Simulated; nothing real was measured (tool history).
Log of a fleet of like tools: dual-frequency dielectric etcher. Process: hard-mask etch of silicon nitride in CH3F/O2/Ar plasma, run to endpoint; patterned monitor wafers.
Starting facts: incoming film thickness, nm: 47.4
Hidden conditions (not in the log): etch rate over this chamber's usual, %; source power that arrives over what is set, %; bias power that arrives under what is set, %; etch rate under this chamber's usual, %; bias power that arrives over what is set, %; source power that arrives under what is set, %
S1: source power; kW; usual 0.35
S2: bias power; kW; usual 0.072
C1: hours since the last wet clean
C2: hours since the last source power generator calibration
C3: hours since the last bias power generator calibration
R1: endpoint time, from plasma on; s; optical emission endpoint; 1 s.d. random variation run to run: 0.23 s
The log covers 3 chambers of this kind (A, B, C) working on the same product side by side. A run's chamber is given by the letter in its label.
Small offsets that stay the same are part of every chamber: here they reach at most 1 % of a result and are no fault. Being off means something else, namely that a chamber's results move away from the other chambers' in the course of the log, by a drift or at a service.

| run | hour | S1 | S2 | C1 | C2 | C3 | R1 |
|---|---|---|---|---|---|---|---|
| 1C | 8.5 | 0.35 | 0.072 | 249 | 1362.2 | 275.7 | 72.257 |
| 2B | 14.7 | 0.35 | 0.072 | 277.9 | 2479.9 | 1237.2 | 71.33 |
| 3A | 24.7 | 0.35 | 0.072 | 429.1 | 375.8 | 426.7 | 71.973 |
| 4C | 36.5 | 0.35 | 0.072 | 277 | 1390.2 | 303.7 | 72.016 |
| 5B | 43.8 | 0.35 | 0.072 | 307 | 2509 | 1266.3 | 71.399 |
| 6A | 49.5 | 0.35 | 0.072 | 453.9 | 400.6 | 451.5 | 72.11 |
| 7B | 55.3 | 0.35 | 0.072 | 318.5 | 2520.5 | 1277.8 | 71.469 |
| 8C | 60.8 | 0.35 | 0.072 | 301.3 | 1414.5 | 328 | 71.91 |
|  | 69.2 | chamber A: wet clean of the chamber |
| 9A | 71.7 | 0.35 | 0.072 | 2.5 | 422.8 | 473.7 | 72.374 |
| 10C | 80.4 | 0.35 | 0.072 | 320.9 | 1434.1 | 347.6 | 72.277 |
| 11B | 90.8 | 0.35 | 0.072 | 354 | 2556 | 1313.3 | 71.364 |
| 12A | 101.4 | 0.35 | 0.072 | 32.2 | 452.5 | 503.4 | 71.824 |
| 13C | 108.5 | 0.35 | 0.072 | 349 | 1462.2 | 375.7 | 71.628 |
| 14B | 118.6 | 0.35 | 0.072 | 381.8 | 2583.8 | 1341.1 | 71.382 |
| 15A | 130.7 | 0.35 | 0.072 | 61.5 | 481.8 | 532.7 | 72.067 |
| 16C | 141.2 | 0.35 | 0.072 | 381.7 | 1494.9 | 408.4 | 71.065 |
| 17A | 152.4 | 0.35 | 0.072 | 83.2 | 503.5 | 554.4 | 72.392 |
| 18B | 159.1 | 0.35 | 0.072 | 422.3 | 2624.3 | 1381.6 | 71.646 |
| 19B | 167 | 0.35 | 0.072 | 430.2 | 2632.2 | 1389.5 | 71.726 |
|  | 170.3 | chamber B: wet clean of the chamber |
| 20C | 177.9 | 0.35 | 0.072 | 418.4 | 1531.6 | 445.1 | 70.919 |
| 21A | 184.4 | 0.35 | 0.072 | 115.2 | 535.5 | 586.4 | 72.142 |
| 22C | 193.1 | 0.35 | 0.072 | 433.6 | 1546.8 | 460.3 | 71.225 |
| 23A | 203.5 | 0.35 | 0.072 | 134.3 | 554.6 | 605.5 | 72.316 |
| 24B | 210.8 | 0.35 | 0.072 | 40.6 | 2676 | 1433.3 | 71.783 |
| 25A | 217.1 | 0.35 | 0.072 | 147.9 | 568.2 | 619.1 | 72.397 |
| 26C | 226.2 | 0.35 | 0.072 | 466.7 | 1579.9 | 493.4 | 70.665 |
| 27B | 235.7 | 0.35 | 0.072 | 65.5 | 2700.9 | 1458.2 | 71.96 |
| 28A | 245.1 | 0.35 | 0.072 | 175.9 | 596.2 | 647.1 | 72.227 |
| 29C | 250.7 | 0.35 | 0.072 | 491.2 | 1604.4 | 517.9 | 70.686 |
| 30B | 258 | 0.35 | 0.072 | 87.8 | 2723.2 | 1480.5 | 71.277 |
| 31C | 265.6 | 0.42 | 0.072 | 506.1 | 1619.3 | 532.8 | 65.277 |
| 32A | 276.6 | 0.42 | 0.072 | 207.4 | 627.7 | 678.6 | 67.493 |
| 33B | 286.7 | 0.42 | 0.072 | 116.5 | 2751.9 | 1509.2 | 66.857 |
| 34B | 297.7 | 0.35 | 0.072 | 127.5 | 2762.9 | 1520.2 | 71.637 |
| 35A | 306.1 | 0.44 | 0.065 | 236.9 | 657.2 | 708.1 | 68.753 |
| 36C | 316.8 | 0.44 | 0.065 | 557.3 | 1670.5 | 584 | 66.593 |
| 37B | 323 | 0.44 | 0.065 | 152.8 | 2788.2 | 1545.5 | 67.934 |
| 38A | 330 | 0.35 | 0.072 | 260.8 | 681.1 | 732 | 71.758 |

Read the log: is a single chamber off, either drifting away or since a service, is the gauge that measures every chamber drifting, or is nothing wrong beyond small per-chamber offsets? Name any odd chamber and what most likely caused it.

Little by little, chamber C moves away from the other chambers.
What lies behind it: etch rate over this chamber's usual, % = 3.68.

Which of the 4 candidates below, each the usual settings with something changed and its results left as question marks, puts chamber C back in line with what the other chambers give on the usual settings?
To be in line, a result may differ from the other chambers' mean on the usual settings by at most: R1 0.79 s
| 39C-1 | 338.7 | 0.34 | 0.072 |  |  |  | ? |
| 39C-2 | 338.7 | 0.35 | 0.078 |  |  |  | ? |
| 39C-3 | 338.7 | 0.36 | 0.072 |  |  |  | ? |
| 39C-4 | 338.7 | 0.35 | 0.066 |  |  |  | ? |

The other chambers' mean on the usual settings: R1 71.881 s
| run | R1 |
|---|---|
| 39C-1 | 70.535 |
| 39C-2 | 67.84 |
| 39C-3 | 69.028 |
| 39C-4 | 71.885 |
39C-4 brings the chamber back in line.
